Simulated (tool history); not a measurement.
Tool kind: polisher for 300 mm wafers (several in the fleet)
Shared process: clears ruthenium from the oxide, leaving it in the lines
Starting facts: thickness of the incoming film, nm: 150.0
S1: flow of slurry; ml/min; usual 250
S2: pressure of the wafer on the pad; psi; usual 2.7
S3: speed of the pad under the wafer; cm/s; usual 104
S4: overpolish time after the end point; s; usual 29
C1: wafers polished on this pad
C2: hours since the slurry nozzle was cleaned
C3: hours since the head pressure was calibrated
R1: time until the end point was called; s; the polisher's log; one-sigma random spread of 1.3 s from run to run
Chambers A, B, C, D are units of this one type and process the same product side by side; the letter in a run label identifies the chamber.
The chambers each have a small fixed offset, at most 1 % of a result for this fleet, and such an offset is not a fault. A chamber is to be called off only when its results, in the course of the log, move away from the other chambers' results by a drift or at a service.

run   hour   S1   S2   S3  S4    C1     C2      C3      R1
       5.2  -- chamber A: slurry nozzle cleaned
 1A   12.3  250  2.7  104  29  1035    7.2  1248.3   80.86
      13.1  -- chamber A: worn pad replaced by a new one
 2D   23.3  250  2.7  104  29   663  140.9    51.5  79.705
      30.7  -- chamber D: worn pad replaced by a new one
 3B   31.8  250  2.7  104  29   399   66.7     341  82.205
 4C   44.2  250  2.7  104  29   473     50   168.8  78.592
 5B   56.7  250  2.7  104  29   591   91.6   365.9    80.1
      61.4  -- chamber B: worn pad replaced by a new one
 6C   65.3  250  2.7  104  29   635   71.1   189.9  79.334
      65.5  -- chamber A: head pressure recalibrated
 7D   75.9  250  2.7  104  29   348  193.5   104.1  78.935
      77.2  -- chamber C: worn pad replaced by a new one
 8A   85.3  250  2.7  104  29   557   80.2    19.9  83.065
 9D     95  250  2.7  104  29   496  212.6   123.2  78.118
10A  106.2  250  2.7  104  13   719  101.1    40.8  80.476
11C  120.6  250  2.7  104  13   335  126.4   245.2  78.631
     120.9  -- chamber D: worn pad replaced by a new one
12B  133.4  250  2.7  104  13   555  168.3   442.6  78.258
       141  -- chamber B: worn pad replaced by a new one
13D    145  250  2.7  104  13   186  262.6   173.2  79.809
14C  152.3  250  2.7  104  29   580  158.1   276.9  81.639
15B  161.2  250  2.7  104  29   156  196.1   470.4  78.866
     168.7  -- chamber A: worn pad replaced by a new one
       172  -- chamber D: slurry nozzle cleaned
     172.1  -- chamber C: worn pad replaced by a new one
16A  176.1  250  2.7  104  29    57    171   110.7  77.443
17D  191.1  250  2.7  104  29   542   19.2   219.3  78.477
18A  202.7  250  2.7  104  29   262  197.6   137.3   82.72
19C    210  250  2.7  104  29   292  215.8   334.6  77.654
20B  225.1  250  2.7  104  29   649    260   534.3  78.109
     225.5  -- chamber B: worn pad replaced by a new one
     228.9  -- chamber D: worn pad replaced by a new one
21B  233.5  250  2.7  122  29    61  268.4   542.7  65.905
22C  244.4  250  2.7  122  29   558  250.2     369  67.189
23A  256.9  250  2.7  122  29   680  251.8   191.5  67.585
24D  265.2  250  2.7  122  29   280   93.3   293.4  68.581
     266.3  -- chamber C: worn pad replaced by a new one
25B  280.1  250  2.7  104  29   421    315   589.3  78.073
     284.1  -- chamber C: slurry nozzle cleaned
     287.8  -- chamber A: worn pad replaced by a new one
26C  289.5  250  2.7  104  29   179    5.4   414.1  79.185
27D    301  250  2.7  104  29   556  129.1   329.2  77.901
       303  -- chamber D: head pressure recalibrated
28A  310.3  250  2.7  104  29   173  305.2   244.9  81.245
     318.3  -- chamber B: worn pad replaced by a new one
29C  322.3  250    3  104  29   432   38.2   446.9  69.743
     327.2  -- chamber D: worn pad replaced by a new one
30D  333.2  250    3  104  29    46  161.3    30.2  71.104
     335.4  -- chamber A: slurry nozzle cleaned
31B  345.2  250    3  104  29   208  380.1   654.4  73.099
32A  359.8  250    3  104  29   555   24.4   294.4  73.929

All chambers now run identical settings, listed one chamber a line with results as question marks. What results will each chamber show?
33A  370.8  325  2.7  104  29               ?
33B  370.8  325  2.7  104  29               ?
33C  370.8  325  2.7  104  29               ?
33D  370.8  325  2.7  104  29               ?

run      R1
33A  76.139
33B  77.812
33C  79.707
33D  78.109
